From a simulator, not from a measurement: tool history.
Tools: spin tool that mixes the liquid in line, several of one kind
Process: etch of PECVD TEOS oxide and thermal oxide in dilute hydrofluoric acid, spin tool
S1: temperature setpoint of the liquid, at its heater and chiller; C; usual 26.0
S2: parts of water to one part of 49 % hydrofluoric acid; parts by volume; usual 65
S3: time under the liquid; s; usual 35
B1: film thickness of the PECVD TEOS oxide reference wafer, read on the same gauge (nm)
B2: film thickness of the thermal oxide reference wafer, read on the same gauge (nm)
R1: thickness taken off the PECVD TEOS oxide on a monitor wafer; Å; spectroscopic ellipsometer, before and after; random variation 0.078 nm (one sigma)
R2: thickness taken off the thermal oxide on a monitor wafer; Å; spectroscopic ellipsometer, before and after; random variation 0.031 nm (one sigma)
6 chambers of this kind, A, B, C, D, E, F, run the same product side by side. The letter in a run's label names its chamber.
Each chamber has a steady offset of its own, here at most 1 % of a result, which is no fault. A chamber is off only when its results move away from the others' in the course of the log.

run   hour    S1  S2  S3      B1      B2       R1      R2
 1D    7.7  26.0  65  35  120.04  119.95  132.610  27.831
 2B   13.7  26.0  65  35  120.00  120.03  131.450  28.165
 3E   17.4  26.0  65  35  119.99  120.01  134.380  28.207
 4F   21.9  26.0  65  35  120.01  119.96  132.970  27.964
 5C   25.3  26.0  90  50  120.00  119.96  133.240  28.313
 6A   30.8  26.0  90  50  120.00  120.06  133.150  27.700
 7E   35.9  26.0  90  50  119.95  120.02  131.490  27.929
 8B   41.9  26.0  90  50  119.98  120.00  131.880  27.901
 9F   45.5  26.0  90  50  120.00  119.98  131.350  28.404
10A   53.1  26.0  90  50  120.02  119.97  132.880  28.152
11D   58.3  26.0  65  35  120.02  120.00  131.020  28.346
12C   63.6  26.0  65  35  119.97  119.94  131.950  28.231
13E   68.7  26.0  65  35  120.03  120.00  132.410  27.903
14C   74.5  26.0  65  35  120.05  119.99  132.470  27.893
15D   78.2  26.0  65  35  119.98  120.02  133.360  27.731
16B   82.4  26.0  65  35  120.01  119.98  132.240  28.287
17F   86.7  26.0  65  35  119.94  120.02  132.660  27.816
18A   90.3  26.0  65  35  119.97  119.96  132.560  27.501
19C   95.6  29.5  65  35  120.00  120.03  152.030  32.294
20A  100.6  29.5  65  35  119.98  120.00  151.190  32.347
21E  105.1  29.5  65  35  120.00  120.01  154.380  32.396
22D  110.3  29.5  65  35  120.02  119.99  151.990  32.416
23B  117.3  29.5  65  35  120.00  119.97  151.410  32.473
24F  121.9  29.5  65  35  120.00  120.01  151.850  32.146
25D  126.2  26.0  65  35  119.99  120.00  132.670  27.601
26A  133.1  26.0  65  35  119.96  120.00  134.100  27.980
27F  137.9  26.0  65  45  120.00  120.00  170.150  36.475
28C  145.2  26.0  65  45  119.97  120.05  170.030  35.254
29B  151.3  26.0  65  45  120.00  120.03  168.170  36.251
30E  155.0  26.0  65  45  120.01  119.97  170.650  35.392
31D  160.1  26.0  65  45  120.05  120.04  169.710  36.729
32C  165.7  26.0  65  45  120.00  119.99  170.240  36.027
33E  172.3  26.0  65  35  119.97  120.00  132.370  28.035
34F  178.6  26.0  65  35  120.04  119.95  131.360  28.653
35B  183.4  23.0  65  25  120.02  120.06   83.408  17.630
     188.6  -- chamber E: hydrofluoric acid flow meter replaced
36A  191.1  23.0  65  25  119.97  120.01   83.390  17.455
37A  197.2  23.0  65  25  119.99  120.01   82.218  17.672
38F  201.2  23.0  65  25  120.02  119.99   83.187  18.045
39C  207.6  23.0  65  25  119.97  120.03   82.893  17.866
40B  214.1  23.0  65  25  120.01  119.99   82.904  17.838
41D  221.5  26.0  65  45  120.00  120.02  171.420  35.869
42E  228.7  26.0  65  45  120.03  120.03  170.670  35.512

What goes on in this fleet: one chamber off, a drifting gauge, or nothing beyond the chambers' own small offsets? Name the chamber and the cause, if any.

No chamber stands off beyond its own small offset, and the gauge holds steady.
